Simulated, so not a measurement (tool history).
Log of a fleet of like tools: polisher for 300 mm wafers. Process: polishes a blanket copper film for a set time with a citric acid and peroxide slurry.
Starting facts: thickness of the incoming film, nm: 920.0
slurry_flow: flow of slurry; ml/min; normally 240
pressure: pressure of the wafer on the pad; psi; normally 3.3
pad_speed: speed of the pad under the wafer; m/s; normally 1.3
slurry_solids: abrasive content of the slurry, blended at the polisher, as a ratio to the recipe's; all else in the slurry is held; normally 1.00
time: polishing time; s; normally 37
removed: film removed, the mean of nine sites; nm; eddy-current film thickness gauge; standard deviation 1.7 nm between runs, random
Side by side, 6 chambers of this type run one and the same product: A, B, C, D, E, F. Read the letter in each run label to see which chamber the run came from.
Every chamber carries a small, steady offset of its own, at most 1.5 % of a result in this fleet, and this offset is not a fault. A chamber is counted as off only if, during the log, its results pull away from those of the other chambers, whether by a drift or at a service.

-- hour=5.6 chamber A: slurry blender recalibrated
run 1B hour=8.1 | slurry_flow=240 pressure=3.3 pad_speed=1.3 slurry_solids=1.00 time=37 | removed=118.280
-- hour=17.1 chamber F: worn pad replaced by a new one
run 2D hour=23.2 | slurry_flow=240 pressure=3.3 pad_speed=1.3 slurry_solids=1.00 time=37 | removed=120.290
-- hour=33.9 chamber B: worn pad replaced by a new one
run 3C hour=37.6 | slurry_flow=240 pressure=3.3 pad_speed=1.3 slurry_solids=1.00 time=37 | removed=119.810
-- hour=43.3 chamber C: worn pad replaced by a new one
run 4F hour=45.5 | slurry_flow=240 pressure=3.3 pad_speed=1.3 slurry_solids=1.00 time=37 | removed=118.180
-- hour=46.8 chamber B: slurry blender recalibrated
-- hour=53.5 chamber D: worn pad replaced by a new one
run 5A hour=60.6 | slurry_flow=240 pressure=3.3 pad_speed=1.3 slurry_solids=1.00 time=30 | removed=95.824
-- hour=61.2 chamber B: slurry nozzle cleaned
-- hour=67.9 chamber C: slurry blender recalibrated
run 6E hour=72.9 | slurry_flow=240 pressure=3.3 pad_speed=1.3 slurry_solids=1.00 time=30 | removed=96.949
-- hour=76.3 chamber A: worn pad replaced by a new one
run 7F hour=83.5 | slurry_flow=240 pressure=3.3 pad_speed=1.3 slurry_solids=1.00 time=30 | removed=97.151
-- hour=88.2 chamber E: slurry blender recalibrated
run 8E hour=95.2 | slurry_flow=240 pressure=3.3 pad_speed=1.3 slurry_solids=1.00 time=30 | removed=95.775
-- hour=97.9 chamber B: head pressure recalibrated
-- hour=104.2 chamber F: worn pad replaced by a new one
run 9D hour=105.3 | slurry_flow=240 pressure=3.3 pad_speed=1.3 slurry_solids=1.00 time=30 | removed=95.632
run 10A hour=113.7 | slurry_flow=240 pressure=3.3 pad_speed=1.3 slurry_solids=1.00 time=30 | removed=92.778
-- hour=118.0 chamber B: worn pad replaced by a new one
-- hour=120.9 chamber D: head pressure recalibrated
-- hour=121.7 chamber E: worn pad replaced by a new one
run 11C hour=122.9 | slurry_flow=240 pressure=3.3 pad_speed=1.3 slurry_solids=1.00 time=37 | removed=123.190
-- hour=123.6 chamber C: worn pad replaced by a new one
run 12B hour=137.0 | slurry_flow=240 pressure=3.3 pad_speed=1.3 slurry_solids=1.00 time=37 | removed=121.150
run 13C hour=153.0 | slurry_flow=240 pressure=3.3 pad_speed=1.3 slurry_solids=1.00 time=37 | removed=122.160
-- hour=160.8 chamber D: worn pad replaced by a new one
-- hour=163.3 chamber D: slurry blender recalibrated
-- hour=164.5 chamber A: worn pad replaced by a new one
run 14E hour=164.6 | slurry_flow=240 pressure=3.3 pad_speed=1.3 slurry_solids=1.00 time=37 | removed=116.880
run 15D hour=175.1 | slurry_flow=240 pressure=3.3 pad_speed=1.3 slurry_solids=1.00 time=37 | removed=120.030
-- hour=179.1 chamber F: worn pad replaced by a new one
run 16B hour=182.7 | slurry_flow=240 pressure=3.3 pad_speed=1.3 slurry_solids=1.00 time=37 | removed=115.940
-- hour=192.6 chamber B: worn pad replaced by a new one
run 17A hour=198.5 | slurry_flow=240 pressure=3.3 pad_speed=1.3 slurry_solids=1.00 time=37 | removed=120.190
-- hour=199.4 chamber E: head pressure recalibrated
-- hour=200.5 chamber F: slurry blender recalibrated
-- hour=204.7 chamber C: slurry blender recalibrated
run 18F hour=211.2 | slurry_flow=240 pressure=3.3 pad_speed=1.3 slurry_solids=1.00 time=37 | removed=119.070
-- hour=214.4 chamber C: worn pad replaced by a new one
run 19D hour=221.9 | slurry_flow=240 pressure=3.3 pad_speed=1.3 slurry_solids=1.00 time=37 | removed=118.720
run 20C hour=232.3 | slurry_flow=240 pressure=3.3 pad_speed=1.3 slurry_solids=1.00 time=37 | removed=117.620
-- hour=236.2 chamber E: worn pad replaced by a new one
run 21E hour=240.6 | slurry_flow=240 pressure=3.3 pad_speed=1.3 slurry_solids=1.00 time=37 | removed=120.450
-- hour=248.3 chamber A: worn pad replaced by a new one
run 22F hour=249.1 | slurry_flow=240 pressure=3.3 pad_speed=1.3 slurry_solids=1.00 time=37 | removed=118.330
run 23A hour=258.1 | slurry_flow=240 pressure=3.3 pad_speed=1.3 slurry_solids=1.00 time=37 | removed=118.750
-- hour=266.2 chamber B: slurry blender recalibrated
-- hour=267.1 chamber F: worn pad replaced by a new one
-- hour=269.2 chamber B: worn pad replaced by a new one
run 24B hour=272.5 | slurry_flow=240 pressure=3.3 pad_speed=1.3 slurry_solids=1.00 time=37 | removed=118.060
-- hour=273.0 chamber D: worn pad replaced by a new one
run 25B hour=285.4 | slurry_flow=240 pressure=3.3 pad_speed=1.3 slurry_solids=1.00 time=37 | removed=119.970
run 26C hour=295.2 | slurry_flow=240 pressure=3.3 pad_speed=1.3 slurry_solids=1.00 time=37 | removed=121.190
-- hour=308.9 chamber C: worn pad replaced by a new one
run 27E hour=310.2 | slurry_flow=240 pressure=3.3 pad_speed=1.3 slurry_solids=1.00 time=37 | removed=119.010
-- hour=313.6 chamber C: slurry blender recalibrated
-- hour=319.7 chamber D: slurry blender recalibrated
-- hour=321.1 chamber A: slurry nozzle cleaned
run 28F hour=325.9 | slurry_flow=240 pressure=3.3 pad_speed=1.3 slurry_solids=1.00 time=37 | removed=120.920
run 29A hour=338.0 | slurry_flow=240 pressure=3.3 pad_speed=1.3 slurry_solids=1.00 time=37 | removed=116.440
-- hour=344.0 chamber A: worn pad replaced by a new one
-- hour=345.9 chamber E: worn pad replaced by a new one
-- hour=352.4 chamber B: worn pad replaced by a new one
run 30D hour=354.1 | slurry_flow=240 pressure=3.3 pad_speed=1.3 slurry_solids=1.00 time=37 | removed=118.910
-- hour=365.6 chamber F: worn pad replaced by a new one
-- hour=366.2 chamber E: slurry blender recalibrated
run 31A hour=368.5 | slurry_flow=240 pressure=3.3 pad_speed=1.3 slurry_solids=1.00 time=37 | removed=116.980
-- hour=374.2 chamber D: worn pad replaced by a new one
run 32D hour=375.5 | slurry_flow=240 pressure=3.3 pad_speed=1.3 slurry_solids=1.00 time=37 | removed=115.870
run 33C hour=388.9 | slurry_flow=240 pressure=3.3 pad_speed=1.3 slurry_solids=1.00 time=37 | removed=119.730
run 34B hour=397.1 | slurry_flow=240 pressure=3.3 pad_speed=1.3 slurry_solids=1.00 time=37 | removed=117.500
run 35F hour=411.9 | slurry_flow=240 pressure=3.3 pad_speed=1.3 slurry_solids=1.00 time=37 | removed=120.720
run 36E hour=420.1 | slurry_flow=240 pressure=3.3 pad_speed=1.3 slurry_solids=1.00 time=37 | removed=119.160
run 37E hour=431.8 | slurry_flow=240 pressure=3.3 pad_speed=1.3 slurry_solids=1.00 time=37 | removed=117.700

Is one chamber off against the others, does the gauge drift, or is nothing wrong? If a chamber is off, say which, and what the likeliest cause is.

Beyond each chamber's small constant offset nothing stands out, and the gauge stays steady.
